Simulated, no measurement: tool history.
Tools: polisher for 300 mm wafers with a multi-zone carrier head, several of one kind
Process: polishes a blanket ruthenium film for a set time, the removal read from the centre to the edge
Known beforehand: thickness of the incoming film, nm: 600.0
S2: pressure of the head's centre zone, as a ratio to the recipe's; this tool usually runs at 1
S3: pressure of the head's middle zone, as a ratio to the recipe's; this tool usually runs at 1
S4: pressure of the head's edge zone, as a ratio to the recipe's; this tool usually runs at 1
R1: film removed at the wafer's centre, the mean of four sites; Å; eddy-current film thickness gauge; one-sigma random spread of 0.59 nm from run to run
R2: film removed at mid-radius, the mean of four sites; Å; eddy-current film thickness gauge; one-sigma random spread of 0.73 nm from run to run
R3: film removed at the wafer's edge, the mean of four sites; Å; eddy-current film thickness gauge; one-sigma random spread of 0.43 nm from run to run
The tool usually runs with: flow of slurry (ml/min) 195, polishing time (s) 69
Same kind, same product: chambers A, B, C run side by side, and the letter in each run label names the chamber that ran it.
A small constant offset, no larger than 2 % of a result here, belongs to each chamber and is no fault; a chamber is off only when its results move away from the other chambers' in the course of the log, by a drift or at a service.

{"run": "1A", "hour": 4.4, "flow of slurry (ml/min)": 195, "S2": 1, "S3": 1, "S4": 1, "polishing time (s)": 69, "R1": 531.38, "R2": 529.5, "R3": 519.45}
{"run": "2B", "hour": 9.0, "flow of slurry (ml/min)": 195, "S2": 1, "S3": 1, "S4": 1, "polishing time (s)": 69, "R1": 527.64, "R2": 508.84, "R3": 528.42}
{"run": "3C", "hour": 13.5, "flow of slurry (ml/min)": 195, "S2": 1, "S3": 1, "S4": 1, "polishing time (s)": 69, "R1": 532.45, "R2": 517.91, "R3": 525.48}
{"run": "4B", "hour": 16.9, "flow of slurry (ml/min)": 195, "S2": 1, "S3": 1, "S4": 1, "polishing time (s)": 69, "R1": 524.97, "R2": 524.68, "R3": 523.72}
{"run": "5A", "hour": 22.5, "flow of slurry (ml/min)": 195, "S2": 1, "S3": 1, "S4": 1, "polishing time (s)": 69, "R1": 529.55, "R2": 529.9, "R3": 512.99}
{"run": "6C", "hour": 27.7, "flow of slurry (ml/min)": 195, "S2": 1, "S3": 1, "S4": 1, "polishing time (s)": 69, "R1": 527.3, "R2": 524.07, "R3": 527.46}
{"hour": 30.3, "done": "chamber C: worn pad replaced by a new one"}
{"run": "7A", "hour": 30.9, "flow of slurry (ml/min)": 195, "S2": 1, "S3": 1, "S4": 1, "polishing time (s)": 69, "R1": 520.94, "R2": 525.16, "R3": 518.55}
{"run": "8C", "hour": 35.2, "flow of slurry (ml/min)": 195, "S2": 1, "S3": 1, "S4": 1, "polishing time (s)": 69, "R1": 526.03, "R2": 512.55, "R3": 523.11}
{"run": "9B", "hour": 41.3, "flow of slurry (ml/min)": 195, "S2": 1, "S3": 1, "S4": 1, "polishing time (s)": 69, "R1": 522.39, "R2": 510.12, "R3": 527.39}
{"run": "10A", "hour": 47.1, "flow of slurry (ml/min)": 195, "S2": 1, "S3": 1, "S4": 1, "polishing time (s)": 69, "R1": 523.24, "R2": 530.22, "R3": 511.65}
{"run": "11C", "hour": 53.0, "flow of slurry (ml/min)": 195, "S2": 1, "S3": 1, "S4": 1, "polishing time (s)": 69, "R1": 533.35, "R2": 530.71, "R3": 526.44}
{"run": "12B", "hour": 56.9, "flow of slurry (ml/min)": 195, "S2": 1, "S3": 1, "S4": 1, "polishing time (s)": 69, "R1": 522.48, "R2": 512.73, "R3": 515.82}
{"run": "13A", "hour": 60.7, "flow of slurry (ml/min)": 195, "S2": 1, "S3": 1, "S4": 1, "polishing time (s)": 69, "R1": 526, "R2": 530.86, "R3": 518.86}
{"run": "14B", "hour": 63.6, "flow of slurry (ml/min)": 195, "S2": 1, "S3": 1, "S4": 1, "polishing time (s)": 69, "R1": 515.59, "R2": 514.1, "R3": 522.22}
{"hour": 66.7, "done": "chamber B: worn pad replaced by a new one"}
{"run": "15C", "hour": 67.6, "flow of slurry (ml/min)": 230, "S2": 1, "S3": 1, "S4": 1, "polishing time (s)": 69, "R1": 540.66, "R2": 540.83, "R3": 540.47}
{"run": "16A", "hour": 73.4, "flow of slurry (ml/min)": 230, "S2": 1, "S3": 1, "S4": 1, "polishing time (s)": 69, "R1": 541.69, "R2": 539.98, "R3": 526.07}
{"run": "17B", "hour": 79.5, "flow of slurry (ml/min)": 230, "S2": 1, "S3": 1, "S4": 1, "polishing time (s)": 69, "R1": 537.23, "R2": 522.42, "R3": 536.65}
{"run": "18C", "hour": 85.1, "flow of slurry (ml/min)": 195, "S2": 1, "S3": 1, "S4": 1, "polishing time (s)": 69, "R1": 528.33, "R2": 526.44, "R3": 530.59}
{"run": "19A", "hour": 88.2, "flow of slurry (ml/min)": 195, "S2": 1, "S3": 1, "S4": 1, "polishing time (s)": 85, "R1": 657.59, "R2": 633.7, "R3": 640.5}
{"hour": 91.4, "done": "chamber A: edge zone pressure recalibrated"}
{"run": "20B", "hour": 93.4, "flow of slurry (ml/min)": 195, "S2": 1, "S3": 1, "S4": 1, "polishing time (s)": 85, "R1": 665.49, "R2": 644.22, "R3": 647.17}
{"run": "21C", "hour": 96.7, "flow of slurry (ml/min)": 195, "S2": 1, "S3": 1, "S4": 1, "polishing time (s)": 85, "R1": 645.24, "R2": 626.64, "R3": 653.08}
{"run": "22C", "hour": 100.2, "flow of slurry (ml/min)": 195, "S2": 1, "S3": 1, "S4": 1, "polishing time (s)": 69, "R1": 525.69, "R2": 520.76, "R3": 526.95}
{"hour": 102.4, "done": "chamber A: worn pad replaced by a new one"}
{"run": "23B", "hour": 103.9, "flow of slurry (ml/min)": 195, "S2": 1, "S3": 1, "S4": 1, "polishing time (s)": 69, "R1": 521.32, "R2": 521.24, "R3": 516.45}
{"run": "24A", "hour": 107.7, "flow of slurry (ml/min)": 195, "S2": 1, "S3": 1, "S4": 1, "polishing time (s)": 69, "R1": 519.29, "R2": 534.56, "R3": 511.08}
{"run": "25B", "hour": 112.5, "flow of slurry (ml/min)": 195, "S2": 1, "S3": 1, "S4": 1, "polishing time (s)": 69, "R1": 525.06, "R2": 515.22, "R3": 532.05}
{"run": "26A", "hour": 117.1, "flow of slurry (ml/min)": 195, "S2": 1, "S3": 1, "S4": 1, "polishing time (s)": 69, "R1": 531.99, "R2": 528.6, "R3": 519.3}

For the next run the whole fleet of 3 chambers uses the same settings. Give each chamber's results:
{"run": "27A", "hour": 121.5, "flow of slurry (ml/min)": 195, "S2": 1, "S3": 1, "S4": 1, "polishing time (s)": 69, "R1": "?", "R2": "?", "R3": "?"}
{"run": "27B", "hour": 121.5, "flow of slurry (ml/min)": 195, "S2": 1, "S3": 1, "S4": 1, "polishing time (s)": 69, "R1": "?", "R2": "?", "R3": "?"}
{"run": "27C", "hour": 121.5, "flow of slurry (ml/min)": 195, "S2": 1, "S3": 1, "S4": 1, "polishing time (s)": 69, "R1": "?", "R2": "?", "R3": "?"}

run=27A R1=534.66 R2=517.16 R3=513.52
run=27B R1=523.2 R2=505.99 R3=523.59
run=27C R1=523.99 R2=511.17 R3=522.26
